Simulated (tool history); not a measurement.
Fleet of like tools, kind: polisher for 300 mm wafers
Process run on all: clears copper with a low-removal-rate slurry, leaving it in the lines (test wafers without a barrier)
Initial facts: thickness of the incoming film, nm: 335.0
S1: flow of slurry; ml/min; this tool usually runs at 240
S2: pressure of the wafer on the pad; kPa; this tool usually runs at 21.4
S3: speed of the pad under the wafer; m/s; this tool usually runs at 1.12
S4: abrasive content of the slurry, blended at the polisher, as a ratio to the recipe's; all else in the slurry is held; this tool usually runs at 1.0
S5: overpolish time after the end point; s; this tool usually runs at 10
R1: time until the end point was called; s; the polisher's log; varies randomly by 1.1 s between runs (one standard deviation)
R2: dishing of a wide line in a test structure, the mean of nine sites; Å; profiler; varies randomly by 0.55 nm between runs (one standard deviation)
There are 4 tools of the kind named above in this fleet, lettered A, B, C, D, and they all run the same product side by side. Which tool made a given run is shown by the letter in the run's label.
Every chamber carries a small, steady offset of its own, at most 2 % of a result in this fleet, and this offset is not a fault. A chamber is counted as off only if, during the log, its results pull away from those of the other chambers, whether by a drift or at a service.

-- hour=0.2 chamber C: slurry nozzle cleaned
-- hour=5.8 chamber C: worn pad replaced by a new one
run 1A hour=11.5 | S1=240 S2=21.4 S3=1.12 S4=1.0 S5=10 | R1=96.813 R2=235.280
run 2B hour=21.6 | S1=240 S2=21.4 S3=1.12 S4=1.0 S5=10 | R1=97.968 R2=232.460
-- hour=22.0 chamber D: slurry nozzle cleaned
run 3D hour=32.8 | S1=240 S2=21.4 S3=1.12 S4=1.0 S5=10 | R1=96.649 R2=241.460
run 4C hour=38.4 | S1=240 S2=21.4 S3=1.12 S4=1.0 S5=10 | R1=95.634 R2=232.960
-- hour=39.6 chamber D: worn pad replaced by a new one
run 5C hour=45.4 | S1=240 S2=21.4 S3=1.12 S4=1.0 S5=10 | R1=95.121 R2=230.340
-- hour=51.0 chamber B: worn pad replaced by a new one
-- hour=54.0 chamber C: slurry blender recalibrated
run 6B hour=54.3 | S1=240 S2=21.4 S3=1.12 S4=1.0 S5=10 | R1=96.721 R2=234.800
-- hour=58.4 chamber A: head pressure recalibrated
run 7A hour=65.1 | S1=240 S2=21.4 S3=1.12 S4=1.0 S5=10 | R1=98.072 R2=236.830
run 8D hour=72.7 | S1=240 S2=21.4 S3=1.12 S4=1.0 S5=10 | R1=98.355 R2=236.320
run 9C hour=81.5 | S1=240 S2=21.4 S3=1.12 S4=1.0 S5=10 | R1=95.956 R2=229.700
-- hour=86.0 chamber C: worn pad replaced by a new one
run 10D hour=88.2 | S1=240 S2=21.4 S3=1.12 S4=1.0 S5=10 | R1=98.016 R2=233.870
run 11A hour=100.9 | S1=240 S2=21.4 S3=1.12 S4=1.0 S5=10 | R1=96.205 R2=225.510
run 12B hour=112.8 | S1=210 S2=21.4 S3=1.12 S4=1.0 S5=15 | R1=97.613 R2=315.580
-- hour=119.7 chamber B: worn pad replaced by a new one
run 13B hour=121.3 | S1=210 S2=21.4 S3=1.12 S4=1.0 S5=15 | R1=98.279 R2=315.280
-- hour=125.1 chamber A: worn pad replaced by a new one
run 14A hour=127.2 | S1=210 S2=21.4 S3=1.12 S4=1.0 S5=15 | R1=99.234 R2=321.010
-- hour=127.5 chamber A: slurry nozzle cleaned
run 15D hour=139.3 | S1=210 S2=21.4 S3=1.12 S4=1.0 S5=15 | R1=101.800 R2=332.860
run 16C hour=148.5 | S1=240 S2=21.4 S3=1.12 S4=1.0 S5=10 | R1=98.948 R2=227.170
-- hour=151.8 chamber C: slurry blender recalibrated
run 17C hour=154.2 | S1=240 S2=21.4 S3=1.12 S4=1.0 S5=10 | R1=96.548 R2=225.700
-- hour=156.9 chamber C: worn pad replaced by a new one
run 18D hour=162.4 | S1=240 S2=21.4 S3=1.12 S4=1.0 S5=10 | R1=101.500 R2=225.980
-- hour=173.6 chamber D: worn pad replaced by a new one
run 19A hour=174.2 | S1=240 S2=21.4 S3=1.12 S4=1.0 S5=10 | R1=95.918 R2=239.910
-- hour=181.0 chamber B: worn pad replaced by a new one
run 20B hour=183.4 | S1=290 S2=21.4 S3=1.12 S4=1.0 S5=10 | R1=94.980 R2=236.720
-- hour=186.7 chamber B: head pressure recalibrated
run 21C hour=195.0 | S1=290 S2=21.4 S3=1.12 S4=1.0 S5=10 | R1=97.153 R2=226.470
-- hour=200.6 chamber D: slurry blender recalibrated
run 22D hour=200.8 | S1=290 S2=21.4 S3=1.12 S4=1.0 S5=10 | R1=94.632 R2=245.940
run 23B hour=212.9 | S1=290 S2=21.4 S3=1.12 S4=1.0 S5=10 | R1=96.196 R2=228.810
run 24A hour=223.4 | S1=240 S2=21.4 S3=1.12 S4=1.0 S5=10 | R1=98.050 R2=227.300
-- hour=230.3 chamber D: slurry nozzle cleaned
run 25C hour=235.6 | S1=240 S2=21.4 S3=0.90 S4=1.0 S5=4 | R1=129.170 R2=78.946
-- hour=236.8 chamber C: worn pad replaced by a new one
run 26B hour=243.6 | S1=240 S2=21.4 S3=0.90 S4=1.0 S5=4 | R1=119.780 R2=86.478
-- hour=248.0 chamber B: worn pad replaced by a new one
-- hour=250.7 chamber C: slurry blender recalibrated
run 27D hour=255.4 | S1=240 S2=21.4 S3=0.90 S4=1.0 S5=4 | R1=125.010 R2=81.194
run 28A hour=267.2 | S1=240 S2=21.4 S3=0.90 S4=1.0 S5=4 | R1=121.420 R2=84.176
-- hour=278.3 chamber A: worn pad replaced by a new one
run 29A hour=280.1 | S1=240 S2=21.4 S3=1.12 S4=1.0 S5=10 | R1=97.912 R2=231.050
run 30B hour=289.9 | S1=240 S2=21.4 S3=1.12 S4=1.0 S5=10 | R1=96.246 R2=228.000
-- hour=299.9 chamber C: worn pad replaced by a new one
run 31C hour=301.7 | S1=240 S2=21.4 S3=1.12 S4=1.0 S5=10 | R1=105.610 R2=210.420
run 32D hour=307.4 | S1=240 S2=21.4 S3=1.12 S4=1.0 S5=10 | R1=99.614 R2=233.710

Which is it: a chamber that has drifted or been left off by a service, a gauge drift common to all chambers, or only each chamber's usual small offset? If a chamber is off, name it and its likeliest cause.

One chamber, C, drifts off from the rest bit by bit.
Most likely cause: head's pressure below its setpoint, % = 10.8.

Chamber C could run next with any of the 4 candidate recipes listed below; each alters the usual settings, and their results appear as question marks. Which one brings its results back in line with what the other chambers deliver on the usual settings?
In line means no further than this from the other chambers' mean on the usual settings: R1 3.700 s; R2 19.000 Å
run 33C-1 hour=316.7 | S1=240 S2=21.4 S3=1.10 S4=1.0 S5=10 | R1=? R2=?
run 33C-2 hour=316.7 | S1=240 S2=21.4 S3=1.14 S4=1.0 S5=10 | R1=? R2=?
run 33C-3 hour=316.7 | S1=240 S2=20.7 S3=1.06 S4=1.0 S5=10 | R1=? R2=?
run 33C-4 hour=316.7 | S1=240 S2=22.1 S3=1.18 S4=1.0 S5=10 | R1=? R2=?

Usual-settings mean across the other chambers: R1 97.530 s; R2 234.490 Å
run=33C-1 R1=108.830 R2=210.640
run=33C-2 R1=105.070 R2=217.070
run=33C-3 R1=116.680 R2=198.230
run=33C-4 R1=98.349 R2=229.760
The answer is 33C-4, which returns the chamber to within the allowed miss of the others.
